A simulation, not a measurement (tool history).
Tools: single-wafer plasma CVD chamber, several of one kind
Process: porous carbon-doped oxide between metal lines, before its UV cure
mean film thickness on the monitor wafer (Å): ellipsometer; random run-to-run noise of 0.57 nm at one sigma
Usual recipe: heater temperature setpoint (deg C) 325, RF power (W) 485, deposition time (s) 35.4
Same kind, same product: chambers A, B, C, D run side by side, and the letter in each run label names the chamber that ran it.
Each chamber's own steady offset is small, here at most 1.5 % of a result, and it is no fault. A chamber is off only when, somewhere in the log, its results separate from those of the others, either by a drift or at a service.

| run | hour | heater temperature setpoint (deg C) | RF power (W) | deposition time (s) | read-back reference wafer on the same gauge, thickness_nm | mean film thickness on the monitor wafer (Å) |
|---|---|---|---|---|---|---|
| 1A | 8.4 | 325 | 485 | 35.4 | 183.93 | 1626 |
| 2D | 15.5 | 325 | 485 | 35.4 | 183.88 | 1624.9 |
| 3C | 24.4 | 325 | 485 | 35.4 | 184.14 | 1623.2 |
| 4B | 32.9 | 325 | 485 | 35.4 | 184.09 | 1667.4 |
| 5C | 38 | 325 | 485 | 35.4 | 184.21 | 1625 |
| 6B | 44.2 | 325 | 485 | 35.4 | 184.12 | 1654.1 |
| 7D | 50.1 | 339 | 485 | 35.4 | 183.95 | 1526 |
| 8A | 56.1 | 339 | 485 | 35.4 | 184.12 | 1523.9 |
| 9C | 60.9 | 339 | 485 | 35.4 | 184.06 | 1526.6 |
| 10D | 68.5 | 339 | 485 | 35.4 | 184.1 | 1537.7 |
| 11A | 74.5 | 325 | 485 | 35.4 | 184.11 | 1623.4 |
| 12B | 81.7 | 325 | 485 | 35.4 | 184.17 | 1660.9 |
| 13C | 88.8 | 325 | 485 | 38.9 | 183.84 | 1770.7 |
| 14A | 97.7 | 325 | 485 | 38.9 | 183.94 | 1778.1 |
| 15B | 105.7 | 325 | 485 | 38.9 | 183.91 | 1815.5 |
| 16D | 112.5 | 325 | 485 | 38.9 | 184.03 | 1778.6 |
| 17C | 121.2 | 325 | 485 | 35.4 | 184.05 | 1612 |
| 18B | 127.8 | 325 | 485 | 35.4 | 183.95 | 1656.1 |
| 19D | 134.5 | 325 | 485 | 40.5 | 183.86 | 1858 |
| 20A | 138.6 | 325 | 485 | 40.5 | 183.93 | 1852.9 |
| 21A | 144 | 325 | 485 | 40.5 | 184.13 | 1853.7 |
| 22C | 150.9 | 325 | 485 | 40.5 | 183.89 | 1847.6 |
| 23B | 157.6 | 325 | 485 | 35.4 | 184.08 | 1651.4 |
| 24D | 166.4 | 325 | 485 | 35.4 | 183.84 | 1631.5 |
| 25D | 175.4 | 325 | 485 | 35.4 | 184.17 | 1631.8 |
| 26A | 180.7 | 325 | 485 | 35.4 | 183.88 | 1635.8 |
| 27C | 188.1 | 325 | 485 | 35.4 | 183.94 | 1616.6 |
| 28B | 194.3 | 325 | 485 | 35.4 | 183.8 | 1649.1 |
| 29D | 200.8 | 325 | 485 | 35.4 | 184.08 | 1632.5 |
| 30C | 208.3 | 325 | 485 | 35.4 | 183.77 | 1618 |
| 31B | 213.7 | 325 | 485 | 35.4 | 184.03 | 1652.6 |
| 32A | 219.5 | 325 | 485 | 35.4 | 183.91 | 1629.8 |
| 33B | 226.8 | 325 | 485 | 35.4 | 184.05 | 1651.9 |
| 34D | 232.9 | 325 | 485 | 35.4 | 183.91 | 1622.2 |
| 35A | 241.2 | 325 | 485 | 35.4 | 183.98 | 1623.3 |

Predict what each chamber gives when all 4 of them run the settings below next.
| 36A | 247.9 | 332 | 485 | 35.4 |  | ? |
| 36B | 247.9 | 332 | 485 | 35.4 |  | ? |
| 36C | 247.9 | 332 | 485 | 35.4 |  | ? |
| 36D | 247.9 | 332 | 485 | 35.4 |  | ? |

| run | mean film thickness on the monitor wafer (Å) |
|---|---|
| 36A | 1575.1 |
| 36B | 1604.3 |
| 36C | 1569.5 |
| 36D | 1569.1 |

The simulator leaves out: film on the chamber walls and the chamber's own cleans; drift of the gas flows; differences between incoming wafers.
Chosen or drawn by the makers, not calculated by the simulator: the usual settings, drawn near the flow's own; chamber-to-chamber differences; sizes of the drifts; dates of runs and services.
